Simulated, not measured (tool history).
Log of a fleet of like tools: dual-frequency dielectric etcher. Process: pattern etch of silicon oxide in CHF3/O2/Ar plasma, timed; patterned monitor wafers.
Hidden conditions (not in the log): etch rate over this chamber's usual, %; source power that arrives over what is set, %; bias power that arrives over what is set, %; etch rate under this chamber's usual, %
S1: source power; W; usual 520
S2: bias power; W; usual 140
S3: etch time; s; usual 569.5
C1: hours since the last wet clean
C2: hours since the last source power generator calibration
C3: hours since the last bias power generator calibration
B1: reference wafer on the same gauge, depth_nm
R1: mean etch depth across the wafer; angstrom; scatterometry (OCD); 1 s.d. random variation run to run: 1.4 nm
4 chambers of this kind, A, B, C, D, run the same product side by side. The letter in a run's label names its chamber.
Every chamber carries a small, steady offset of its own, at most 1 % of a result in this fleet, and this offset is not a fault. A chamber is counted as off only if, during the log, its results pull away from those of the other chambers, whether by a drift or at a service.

{"run": "1B", "hour": 5.4, "S1": 520, "S2": 140, "S3": 569.5, "C1": 429.0, "C2": 72.0, "C3": 1126.7, "B1": 1073.0, "R1": 9759.8}
{"run": "2D", "hour": 9.5, "S1": 520, "S2": 140, "S3": 569.5, "C1": 410.3, "C2": 635.3, "C3": 1892.9, "B1": 1072.9, "R1": 9692.5}
{"run": "3C", "hour": 13.7, "S1": 520, "S2": 140, "S3": 569.5, "C1": 413.2, "C2": 1550.0, "C3": 683.5, "B1": 1072.7, "R1": 9798.2}
{"run": "4A", "hour": 19.1, "S1": 520, "S2": 140, "S3": 569.5, "C1": 61.5, "C2": 1176.9, "C3": 1692.6, "B1": 1072.5, "R1": 9718.2}
{"run": "5D", "hour": 26.8, "S1": 520, "S2": 140, "S3": 569.5, "C1": 427.6, "C2": 652.6, "C3": 1910.2, "B1": 1072.5, "R1": 9709.9}
{"run": "6B", "hour": 31.2, "S1": 520, "S2": 140, "S3": 569.5, "C1": 454.8, "C2": 97.8, "C3": 1152.5, "B1": 1072.5, "R1": 9754.3}
{"run": "7A", "hour": 38.5, "S1": 520, "S2": 140, "S3": 569.5, "C1": 80.9, "C2": 1196.3, "C3": 1712.0, "B1": 1071.7, "R1": 9748.4}
{"hour": 44.2, "done": "chamber B: wet clean of the chamber"}
{"run": "8C", "hour": 44.5, "S1": 520, "S2": 140, "S3": 569.5, "C1": 444.0, "C2": 1580.8, "C3": 714.3, "B1": 1072.1, "R1": 9776.7}
{"hour": 50.8, "done": "chamber D: wet clean of the chamber"}
{"run": "9A", "hour": 52.2, "S1": 520, "S2": 174, "S3": 703.5, "C1": 94.6, "C2": 1210.0, "C3": 1725.7, "B1": 1071.6, "R1": 12892.0}
{"run": "10D", "hour": 61.0, "S1": 520, "S2": 174, "S3": 703.5, "C1": 10.2, "C2": 686.8, "C3": 1944.4, "B1": 1071.4, "R1": 12879.0}
{"run": "11B", "hour": 66.8, "S1": 520, "S2": 174, "S3": 703.5, "C1": 22.6, "C2": 133.4, "C3": 1188.1, "B1": 1071.4, "R1": 12906.0}
{"hour": 69.2, "done": "chamber C: wet clean of the chamber"}
{"run": "12C", "hour": 71.0, "S1": 520, "S2": 174, "S3": 703.5, "C1": 1.9, "C2": 1607.3, "C3": 740.8, "B1": 1071.2, "R1": 12967.0}
{"run": "13B", "hour": 76.2, "S1": 520, "S2": 140, "S3": 569.5, "C1": 32.0, "C2": 142.8, "C3": 1197.5, "B1": 1071.1, "R1": 9744.8}
{"run": "14A", "hour": 82.9, "S1": 520, "S2": 140, "S3": 569.5, "C1": 125.3, "C2": 1240.7, "C3": 1756.4, "B1": 1071.1, "R1": 9724.2}
{"hour": 83.8, "done": "chamber A: bias power generator calibrated"}
{"run": "15D", "hour": 90.5, "S1": 520, "S2": 140, "S3": 569.5, "C1": 39.7, "C2": 716.3, "C3": 1973.9, "B1": 1071.0, "R1": 9700.4}
{"run": "16C", "hour": 96.3, "S1": 520, "S2": 140, "S3": 569.5, "C1": 27.2, "C2": 1632.6, "C3": 766.1, "B1": 1070.4, "R1": 9781.3}
{"run": "17A", "hour": 101.7, "S1": 520, "S2": 140, "S3": 569.5, "C1": 144.1, "C2": 1259.5, "C3": 17.9, "B1": 1070.3, "R1": 9696.4}
{"run": "18C", "hour": 109.8, "S1": 520, "S2": 140, "S3": 569.5, "C1": 40.7, "C2": 1646.1, "C3": 779.6, "B1": 1070.2, "R1": 9763.2}
{"run": "19D", "hour": 115.2, "S1": 520, "S2": 140, "S3": 569.5, "C1": 64.4, "C2": 741.0, "C3": 1998.6, "B1": 1070.0, "R1": 9687.6}
{"run": "20B", "hour": 121.7, "S1": 520, "S2": 140, "S3": 569.5, "C1": 77.5, "C2": 188.3, "C3": 1243.0, "B1": 1069.6, "R1": 9723.6}
{"run": "21D", "hour": 129.7, "S1": 560, "S2": 140, "S3": 569.5, "C1": 78.9, "C2": 755.5, "C3": 2013.1, "B1": 1069.9, "R1": 9958.0}
{"run": "22A", "hour": 135.7, "S1": 560, "S2": 140, "S3": 569.5, "C1": 178.1, "C2": 1293.5, "C3": 51.9, "B1": 1069.3, "R1": 9996.9}
{"run": "23C", "hour": 141.0, "S1": 560, "S2": 140, "S3": 569.5, "C1": 71.9, "C2": 1677.3, "C3": 810.8, "B1": 1069.5, "R1": 10049.0}
{"run": "24B", "hour": 148.6, "S1": 560, "S2": 140, "S3": 569.5, "C1": 104.4, "C2": 215.2, "C3": 1269.9, "B1": 1069.4, "R1": 10009.0}
{"run": "25D", "hour": 153.1, "S1": 520, "S2": 140, "S3": 569.5, "C1": 102.3, "C2": 778.9, "C3": 2036.5, "B1": 1069.1, "R1": 9658.2}
{"run": "26C", "hour": 158.8, "S1": 520, "S2": 116, "S3": 569.5, "C1": 89.7, "C2": 1695.1, "C3": 828.6, "B1": 1069.0, "R1": 9206.1}
{"run": "27A", "hour": 163.4, "S1": 520, "S2": 116, "S3": 569.5, "C1": 205.8, "C2": 1321.2, "C3": 79.6, "B1": 1068.6, "R1": 9160.1}
{"run": "28B", "hour": 167.5, "S1": 520, "S2": 116, "S3": 569.5, "C1": 123.3, "C2": 234.1, "C3": 1288.8, "B1": 1068.8, "R1": 9167.3}
{"run": "29A", "hour": 173.9, "S1": 520, "S2": 116, "S3": 569.5, "C1": 216.3, "C2": 1331.7, "C3": 90.1, "B1": 1068.7, "R1": 9148.6}
{"run": "30B", "hour": 179.5, "S1": 520, "S2": 140, "S3": 569.5, "C1": 135.3, "C2": 246.1, "C3": 1300.8, "B1": 1068.5, "R1": 9703.8}
{"run": "31C", "hour": 187.9, "S1": 520, "S2": 140, "S3": 569.5, "C1": 118.8, "C2": 1724.2, "C3": 857.7, "B1": 1068.5, "R1": 9763.9}
{"run": "32D", "hour": 191.9, "S1": 520, "S2": 140, "S3": 569.5, "C1": 141.1, "C2": 817.7, "C3": 2075.3, "B1": 1068.0, "R1": 9658.7}
{"run": "33B", "hour": 199.6, "S1": 520, "S2": 140, "S3": 569.5, "C1": 155.4, "C2": 266.2, "C3": 1320.9, "B1": 1068.3, "R1": 9740.5}
{"run": "34A", "hour": 206.2, "S1": 520, "S2": 140, "S3": 569.5, "C1": 248.6, "C2": 1364.0, "C3": 122.4, "B1": 1068.0, "R1": 9696.3}
{"run": "35D", "hour": 214.1, "S1": 520, "S2": 140, "S3": 569.5, "C1": 163.3, "C2": 839.9, "C3": 2097.5, "B1": 1067.0, "R1": 9665.9}
{"run": "36C", "hour": 219.1, "S1": 520, "S2": 140, "S3": 569.5, "C1": 150.0, "C2": 1755.4, "C3": 888.9, "B1": 1067.6, "R1": 9760.2}
{"run": "37D", "hour": 226.5, "S1": 520, "S2": 140, "S3": 569.5, "C1": 175.7, "C2": 852.3, "C3": 2109.9, "B1": 1067.2, "R1": 9657.3}
{"run": "38C", "hour": 233.4, "S1": 520, "S2": 140, "S3": 569.5, "C1": 164.3, "C2": 1769.7, "C3": 903.2, "B1": 1067.0, "R1": 9771.1}
{"run": "39A", "hour": 239.5, "S1": 520, "S2": 140, "S3": 569.5, "C1": 281.9, "C2": 1397.3, "C3": 155.7, "B1": 1066.9, "R1": 9659.3}
{"run": "40B", "hour": 245.9, "S1": 520, "S2": 140, "S3": 569.5, "C1": 201.7, "C2": 312.5, "C3": 1367.2, "B1": 1066.8, "R1": 9700.8}

Is one chamber out of step, is the gauge drifting, or do the chambers differ by no more than their own small offsets? For an off chamber, give its letter and the likeliest cause.

Every chamber seems to shift together because the gauge that measures them all drifts; the chambers themselves are fine.
Most likely cause: gauge reads low (%) = 0.596.
